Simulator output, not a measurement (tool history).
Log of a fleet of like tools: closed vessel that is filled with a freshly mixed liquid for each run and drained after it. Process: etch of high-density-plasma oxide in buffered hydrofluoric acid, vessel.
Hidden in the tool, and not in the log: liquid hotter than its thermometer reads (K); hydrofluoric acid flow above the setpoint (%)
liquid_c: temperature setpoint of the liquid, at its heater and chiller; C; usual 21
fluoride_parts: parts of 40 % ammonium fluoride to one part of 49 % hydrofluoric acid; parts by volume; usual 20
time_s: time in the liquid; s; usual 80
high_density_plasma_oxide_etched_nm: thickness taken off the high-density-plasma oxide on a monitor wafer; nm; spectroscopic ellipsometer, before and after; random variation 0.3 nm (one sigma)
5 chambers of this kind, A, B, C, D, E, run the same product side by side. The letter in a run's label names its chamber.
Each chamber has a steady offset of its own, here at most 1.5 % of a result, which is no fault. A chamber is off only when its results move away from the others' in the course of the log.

run	hour	liquid_c	fluoride_parts	time_s	hours since the thermometer was replaced	hours since the hydrofluoric acid flow meter was replaced	read-back film thickness of the high-density-plasma oxide reference wafer, read on the same gauge (nm)	high_density_plasma_oxide_etched_nm
1E	7.9	21	20	80	856.3	333.2	150.02	47.352
2B	20.1	21	20	80	1090.2	914.1	149.99	46.901
3A	30	21	20	80	143	156.4	150.02	47.227
4C	41.3	21	20	80	839.1	68.8	150.01	46.853
5D	48.4	21	23	80	470.2	1232.7	150	42.73
6D	56.2	21	23	80	478	1240.5	150.01	42.738
7B	63.2	21	23	80	1133.3	957.2	149.98	43.079
8A	77.8	21	23	80	190.8	204.2	149.99	43.079
9E	87.7	21	23	80	936.1	413	150	42.964
10C	101	21	20	80	898.8	128.5	150	46.978
11D	110.8	21	20	80	532.6	1295.1	150	46.239
12E	121.9	21	20	80	970.3	447.2	150	47.34
13C	136	21	20	80	933.8	163.5	149.99	46.945
14A	147.3	21	20	80	260.3	273.7	150.01	47.569
15B	156.9	24.5	20	40	1227	1050.9	150	28.897
16D	171	24.5	20	40	592.8	1355.3	150	28.171
# hour 172.4: chamber D: thermometer replaced
17C	182.3	24.5	20	40	980.1	209.8	150	28.713
18A	192.4	24.5	20	40	305.4	318.8	149.98	28.906
19B	207.6	24.5	20	40	1277.7	1101.6	149.98	28.557
20E	217.6	21	20	80	1066	542.9	150	47.824
21A	231.6	21	20	80	344.6	358	150.03	47.885
22D	246.4	21	20	80	74	1430.7	150.01	47.019
23E	259.2	21	20	80	1107.6	584.5	150.01	46.716
24B	266.4	22.5	20	80	1336.5	1160.4	149.99	51.676
25C	275.7	22.5	20	80	1073.5	303.2	149.99	51.382
26A	282.8	22.5	20	80	395.8	409.2	150	51.416
27D	293	22.5	20	80	120.6	1477.3	149.99	51.436
28E	306.9	22.5	20	80	1155.3	632.2	150	51.936
29C	313.6	21	20	80	1111.4	341.1	150.01	47.417
30B	328.4	21	20	80	1398.5	1222.4	150	48.687
31A	343	21	20	80	456	469.4	149.99	47.057
32B	354.9	21	20	80	1425	1248.9	150	48.325
33C	369.1	21	26	80	1166.9	396.6	150.01	39.321
34E	382.8	21	26	80	1231.2	708.1	149.99	39.642
35D	389.7	21	26	80	217.3	1574	150	38.804
36A	401.7	21	26	80	514.7	528.1	150.01	39.223
37E	416.7	21	26	80	1265.1	742	149.99	39.848
# hour 421.4: chamber E: thermometer replaced
38B	424	21	20	80	1494.1	1318	150	49.4
39C	433.4	21	20	80	1231.2	460.9	149.99	47.576
40D	442	21	20	80	269.6	1626.3	150	46.44
41C	450.9	21	20	80	1248.7	478.4	150	47.567
42E	460.4	21	20	80	39	785.7	150	48.176
43A	472	21	23.5	80	585	598.4	150	42.123
44B	486.2	21	23.5	80	1556.3	1380.2	150.01	43.847

What goes on in this fleet: one chamber off, a drifting gauge, or nothing beyond the chambers' own small offsets? Name the chamber and the cause, if any.

Chamber B drifts away from the others.
Cause: liquid hotter than its thermometer reads (K) = 0.942.
The log may not tell that from: hydrofluoric acid flow above the setpoint (%).

Here are 4 candidates for chamber B's next run, each the usual settings with a change, their results left as question marks. Which one brings its results back in line with what the others give on the usual settings?
In line means no further than this from the other chambers' mean on the usual settings: high_density_plasma_oxide_etched_nm 1.1 nm
45B-1	497.1	20.5	20.5	80				?
45B-2	497.1	21.5	18.5	80				?
45B-3	497.1	20	21.5	80				?
45B-4	497.1	21.5	19.5	80				?

The other chambers' mean on the usual settings: high_density_plasma_oxide_etched_nm 47.24 nm
run	high_density_plasma_oxide_etched_nm
45B-1	47.509
45B-2	55.19
45B-3	44.72
45B-4	52.36
45B-1 brings the chamber back in line.
